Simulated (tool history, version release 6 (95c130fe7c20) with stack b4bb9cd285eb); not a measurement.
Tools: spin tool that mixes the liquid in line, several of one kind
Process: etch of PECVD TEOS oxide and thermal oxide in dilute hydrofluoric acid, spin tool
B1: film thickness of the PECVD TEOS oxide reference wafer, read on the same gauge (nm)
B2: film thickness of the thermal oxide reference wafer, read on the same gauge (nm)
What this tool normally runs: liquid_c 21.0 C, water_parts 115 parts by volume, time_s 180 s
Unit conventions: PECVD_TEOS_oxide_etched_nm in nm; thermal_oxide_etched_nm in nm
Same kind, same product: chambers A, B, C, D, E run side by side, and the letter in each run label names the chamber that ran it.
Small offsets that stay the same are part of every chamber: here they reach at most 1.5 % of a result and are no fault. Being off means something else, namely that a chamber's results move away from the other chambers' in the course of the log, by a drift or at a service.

Run 1A, hour 8.7: usual settings; B1 40.006; B2 109.99. Result: PECVD_TEOS_oxide_etched_nm 19.466 nm, thermal_oxide_etched_nm 6.2944 nm.
Run 2E, hour 18.8: usual settings; B1 39.984; B2 110.00. Result: PECVD_TEOS_oxide_etched_nm 19.481 nm, thermal_oxide_etched_nm 6.3093 nm.
Run 3B, hour 27.5: usual settings; B1 39.997; B2 110.00. Result: PECVD_TEOS_oxide_etched_nm 19.433 nm, thermal_oxide_etched_nm 6.3284 nm.
Run 4D, hour 38.4: usual settings; B1 39.999; B2 110.03. Result: PECVD_TEOS_oxide_etched_nm 19.366 nm, thermal_oxide_etched_nm 6.3654 nm.
Run 5C, hour 49.6: usual settings but water_parts 65 parts by volume; B1 40.005; B2 110.01. Result: PECVD_TEOS_oxide_etched_nm 36.826 nm, thermal_oxide_etched_nm 11.7870 nm.
Run 6B, hour 60.5: usual settings but water_parts 65 parts by volume; B1 39.984; B2 110.01. Result: PECVD_TEOS_oxide_etched_nm 36.396 nm, thermal_oxide_etched_nm 11.8510 nm.
Run 7E, hour 67.7: usual settings but water_parts 65 parts by volume; B1 39.996; B2 110.00. Result: PECVD_TEOS_oxide_etched_nm 36.848 nm, thermal_oxide_etched_nm 11.9720 nm.
Run 8D, hour 76.8: usual settings but water_parts 65 parts by volume; B1 40.014; B2 110.00. Result: PECVD_TEOS_oxide_etched_nm 36.762 nm, thermal_oxide_etched_nm 11.8280 nm.
Run 9A, hour 83.2: usual settings but water_parts 65 parts by volume; B1 40.010; B2 110.01. Result: PECVD_TEOS_oxide_etched_nm 37.388 nm, thermal_oxide_etched_nm 11.7690 nm.
Run 10C, hour 88.4: usual settings; B1 39.998; B2 110.03. Result: PECVD_TEOS_oxide_etched_nm 19.085 nm, thermal_oxide_etched_nm 6.3607 nm.
Run 11A, hour 97.4: usual settings but water_parts 95 parts by volume, time_s 245 s; B1 40.000; B2 110.00. Result: PECVD_TEOS_oxide_etched_nm 32.548 nm, thermal_oxide_etched_nm 10.5930 nm.
Run 12B, hour 109.1: usual settings but water_parts 95 parts by volume, time_s 245 s; B1 39.983; B2 110.02. Result: PECVD_TEOS_oxide_etched_nm 33.538 nm, thermal_oxide_etched_nm 10.7090 nm.
Run 13D, hour 117.1: usual settings but water_parts 95 parts by volume, time_s 245 s; B1 40.005; B2 110.01. Result: PECVD_TEOS_oxide_etched_nm 32.500 nm, thermal_oxide_etched_nm 10.7030 nm.
Run 14E, hour 125.5: usual settings but water_parts 95 parts by volume, time_s 245 s; B1 39.995; B2 109.99. Result: PECVD_TEOS_oxide_etched_nm 32.820 nm, thermal_oxide_etched_nm 10.6920 nm.
At hour 127.7: chamber C: hydrofluoric acid flow meter replaced.
Run 15C, hour 132.7: usual settings but water_parts 95 parts by volume, time_s 245 s; B1 39.998; B2 110.02. Result: PECVD_TEOS_oxide_etched_nm 32.865 nm, thermal_oxide_etched_nm 10.8000 nm.
Run 16B, hour 144.2: usual settings but water_parts 70 parts by volume; B1 40.028; B2 110.01. Result: PECVD_TEOS_oxide_etched_nm 33.326 nm, thermal_oxide_etched_nm 10.9550 nm.
At hour 144.3: chamber A: thermometer replaced.
Run 17A, hour 151.7: usual settings but water_parts 70 parts by volume; B1 39.993; B2 109.99. Result: PECVD_TEOS_oxide_etched_nm 34.044 nm, thermal_oxide_etched_nm 10.9740 nm.
Run 18D, hour 162.3: usual settings but water_parts 70 parts by volume; B1 39.993; B2 110.00. Result: PECVD_TEOS_oxide_etched_nm 34.273 nm, thermal_oxide_etched_nm 10.8990 nm.
Run 19E, hour 169.9: usual settings but water_parts 70 parts by volume; B1 40.007; B2 109.97. Result: PECVD_TEOS_oxide_etched_nm 34.380 nm, thermal_oxide_etched_nm 10.9970 nm.
Run 20C, hour 181.3: usual settings but water_parts 70 parts by volume; B1 40.001; B2 110.01. Result: PECVD_TEOS_oxide_etched_nm 34.012 nm, thermal_oxide_etched_nm 10.9300 nm.
Run 21E, hour 190.2: usual settings but water_parts 55 parts by volume; B1 39.987; B2 109.99. Result: PECVD_TEOS_oxide_etched_nm 43.266 nm, thermal_oxide_etched_nm 14.0970 nm.
Run 22A, hour 195.6: usual settings but water_parts 55 parts by volume; B1 39.991; B2 110.00. Result: PECVD_TEOS_oxide_etched_nm 43.975 nm, thermal_oxide_etched_nm 14.1850 nm.
Run 23B, hour 207.0: usual settings but water_parts 55 parts by volume; B1 39.993; B2 109.98. Result: PECVD_TEOS_oxide_etched_nm 43.731 nm, thermal_oxide_etched_nm 13.9320 nm.
Run 24C, hour 217.0: usual settings but water_parts 55 parts by volume; B1 39.995; B2 110.00. Result: PECVD_TEOS_oxide_etched_nm 44.135 nm, thermal_oxide_etched_nm 13.9750 nm.
Run 25D, hour 227.4: usual settings but water_parts 55 parts by volume; B1 39.987; B2 109.99. Result: PECVD_TEOS_oxide_etched_nm 44.444 nm, thermal_oxide_etched_nm 14.3460 nm.
At hour 229.8: chamber E: thermometer replaced.
Run 26B, hour 237.4: usual settings; B1 39.998; B2 110.02. Result: PECVD_TEOS_oxide_etched_nm 19.456 nm, thermal_oxide_etched_nm 6.3383 nm.
Run 27C, hour 246.9: usual settings but liquid_c 17.5 C, time_s 225 s; B1 39.980; B2 110.00. Result: PECVD_TEOS_oxide_etched_nm 21.033 nm, thermal_oxide_etched_nm 6.8819 nm.
Run 28E, hour 253.1: usual settings but liquid_c 17.5 C, time_s 225 s; B1 40.002; B2 109.99. Result: PECVD_TEOS_oxide_etched_nm 21.041 nm, thermal_oxide_etched_nm 6.8626 nm.
Run 29D, hour 264.1: usual settings but liquid_c 17.5 C, time_s 225 s; B1 39.988; B2 109.99. Result: PECVD_TEOS_oxide_etched_nm 21.431 nm, thermal_oxide_etched_nm 6.9060 nm.
Run 30A, hour 271.6: usual settings but liquid_c 17.5 C, time_s 225 s; B1 39.999; B2 110.00. Result: PECVD_TEOS_oxide_etched_nm 20.944 nm, thermal_oxide_etched_nm 6.7532 nm.
Run 31B, hour 279.9: usual settings but liquid_c 17.5 C, time_s 225 s; B1 39.999; B2 109.99. Result: PECVD_TEOS_oxide_etched_nm 21.404 nm, thermal_oxide_etched_nm 6.7911 nm.

Is one chamber out of step, is the gauge drifting, or do the chambers differ by no more than their own small offsets? For an off chamber, give its letter and the likeliest cause.

The fleet is healthy, with each chamber sitting at its usual small offset and no drift in the gauge.
